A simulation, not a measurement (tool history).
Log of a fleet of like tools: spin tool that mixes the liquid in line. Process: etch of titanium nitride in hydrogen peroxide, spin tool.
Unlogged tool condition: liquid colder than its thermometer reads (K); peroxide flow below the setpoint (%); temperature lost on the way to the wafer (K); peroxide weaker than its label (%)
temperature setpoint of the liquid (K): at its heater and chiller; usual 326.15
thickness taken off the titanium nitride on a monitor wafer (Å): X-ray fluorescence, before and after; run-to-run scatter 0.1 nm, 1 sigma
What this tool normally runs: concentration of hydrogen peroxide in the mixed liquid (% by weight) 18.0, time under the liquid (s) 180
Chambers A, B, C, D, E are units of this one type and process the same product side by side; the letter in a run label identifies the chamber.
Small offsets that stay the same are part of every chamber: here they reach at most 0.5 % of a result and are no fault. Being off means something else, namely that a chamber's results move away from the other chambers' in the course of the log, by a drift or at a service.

run	hour	temperature setpoint of the liquid (K)	concentration of hydrogen peroxide in the mixed liquid (% by weight)	time under the liquid (s)	hours since the thermometer was replaced	hours since the peroxide flow meter was replaced	hours since the heated supply line was repaired	hours since the drum of peroxide was connected	read-back film thickness of the titanium nitride reference wafer, read on the same gauge (nm)	thickness taken off the titanium nitride on a monitor wafer (Å)
1E	12.3	326.15	18.0	180	576.4	158.4	841.8	919.7	40.023	151.720
2B	23.0	326.15	18.0	180	107.9	60.6	696.6	134.2	39.959	153.490
3C	35.2	326.15	18.0	180	724.0	924.9	1471.9	319.4	40.009	151.520
4A	45.0	326.15	18.0	180	519.3	743.4	117.1	241.5	39.986	150.100
5D	57.9	326.15	22.5	180	380.2	131.2	678.7	315.6	39.967	156.450
6C	68.8	326.15	22.5	180	757.6	958.5	1505.5	353.0	40.034	158.060
# hour 72.0: chamber C: peroxide flow meter replaced
7A	76.7	326.15	22.5	180	551.0	775.1	148.8	273.2	39.991	156.490
8B	88.7	326.15	22.5	180	173.6	126.3	762.3	199.9	39.993	158.430
9D	95.4	326.15	22.5	180	417.7	168.7	716.2	353.1	40.026	159.190
10E	109.4	319.15	18.0	95	673.5	255.5	938.9	1016.8	39.986	47.590
# hour 109.9: chamber E: thermometer replaced
11D	122.9	319.15	18.0	95	445.2	196.2	743.7	380.6	39.982	47.519
12B	131.5	319.15	18.0	95	216.4	169.1	805.1	242.7	40.007	47.618
13E	137.9	319.15	18.0	95	28.1	284.0	967.4	1045.3	39.999	47.208
14A	150.7	319.15	18.0	95	625.0	849.1	222.8	347.2	40.014	47.344
15C	157.5	326.15	18.0	180	846.3	85.5	1594.2	441.7	39.965	148.630
16B	171.2	326.15	18.0	180	256.1	208.8	844.8	282.4	39.992	150.040
# hour 175.8: chamber A: peroxide flow meter replaced
17D	180.9	326.15	18.0	180	503.2	254.2	801.7	438.6	39.994	148.730
18E	189.8	322.65	15.5	180	80.0	335.9	1019.3	1097.2	39.969	112.780
19C	202.6	322.65	15.5	180	891.4	130.6	1639.3	486.8	40.006	110.140
20A	209.1	322.65	15.5	180	683.4	33.3	281.2	405.6	39.984	114.060
21A	218.1	322.65	15.5	180	692.4	42.3	290.2	414.6	40.000	114.900
22D	230.4	322.65	15.5	180	552.7	303.7	851.2	488.1	40.006	113.960
23B	241.1	333.15	20.0	180	326.0	278.7	914.7	352.3	40.011	251.640
24C	254.9	333.15	20.0	180	943.7	182.9	1691.6	539.1	40.007	241.150
25E	261.3	333.15	20.0	180	151.5	407.4	1090.8	1168.7	40.020	251.430
# hour 265.4: chamber C: new drum of peroxide connected
26D	268.7	333.15	20.0	180	591.0	342.0	889.5	526.4	39.971	249.500
# hour 277.2: chamber B: heated supply line repaired
27C	278.9	333.15	20.0	180	967.7	206.9	1715.6	13.6	39.978	243.380
# hour 289.1: chamber A: thermometer replaced
28E	289.8	326.15	18.0	180	180.0	435.9	1119.3	1197.2	39.980	151.980
29B	299.8	333.15	14.0	180	384.7	337.4	22.6	411.0	40.005	236.590
# hour 308.9: chamber E: peroxide flow meter replaced
30A	313.3	333.15	14.0	180	24.3	137.5	385.4	509.8	40.015	229.250
31D	325.1	333.15	14.0	180	647.4	398.4	945.9	582.8	39.993	231.040
32C	336.1	333.15	14.0	180	1024.9	264.1	1772.8	70.8	40.002	221.780
33B	350.1	333.15	14.0	180	435.0	387.7	72.9	461.3	40.010	236.360
34A	363.0	326.15	18.0	180	74.0	187.2	435.1	559.5	40.026	152.470
35E	374.1	326.15	21.5	180	264.3	65.2	1203.6	1281.5	40.030	156.330
36A	382.9	326.15	21.5	180	93.9	207.1	455.0	579.4	39.966	157.990
37D	394.6	326.15	21.5	180	716.9	467.9	1015.4	652.3	39.971	157.940
38B	404.8	326.15	21.5	180	489.7	442.4	127.6	516.0	40.025	155.860
39E	413.6	326.15	21.5	180	303.8	104.7	1243.1	1321.0	40.001	156.800

Is one chamber out of step, is the gauge drifting, or do the chambers differ by no more than their own small offsets? For an off chamber, give its letter and the likeliest cause.

Chamber C drifts away from the others.
Most likely cause: temperature lost on the way to the wafer (K) = 1.17.
The log may not tell that from: liquid colder than its thermometer reads (K).

Which of the 4 candidates below, each the usual settings with something changed and its results left as question marks, puts chamber C back in line with what the other chambers give on the usual settings?
Allowed miss from the other chambers' usual-settings mean, per result, to count as in line: thickness taken off the titanium nitride on a monitor wafer (Å) 3.700
40C-1	424.1	326.15	18.0	205						?
40C-2	424.1	326.15	12.0	180						?
40C-3	424.1	326.15	18.0	195						?
40C-4	424.1	326.15	18.0	160						?

The other chambers' mean on the usual settings: thickness taken off the titanium nitride on a monitor wafer (Å) 150.440
run	thickness taken off the titanium nitride on a monitor wafer (Å)
40C-1	157.330
40C-2	126.770
40C-3	149.660
40C-4	122.800
With 40C-3, the chamber falls back in line with the rest.

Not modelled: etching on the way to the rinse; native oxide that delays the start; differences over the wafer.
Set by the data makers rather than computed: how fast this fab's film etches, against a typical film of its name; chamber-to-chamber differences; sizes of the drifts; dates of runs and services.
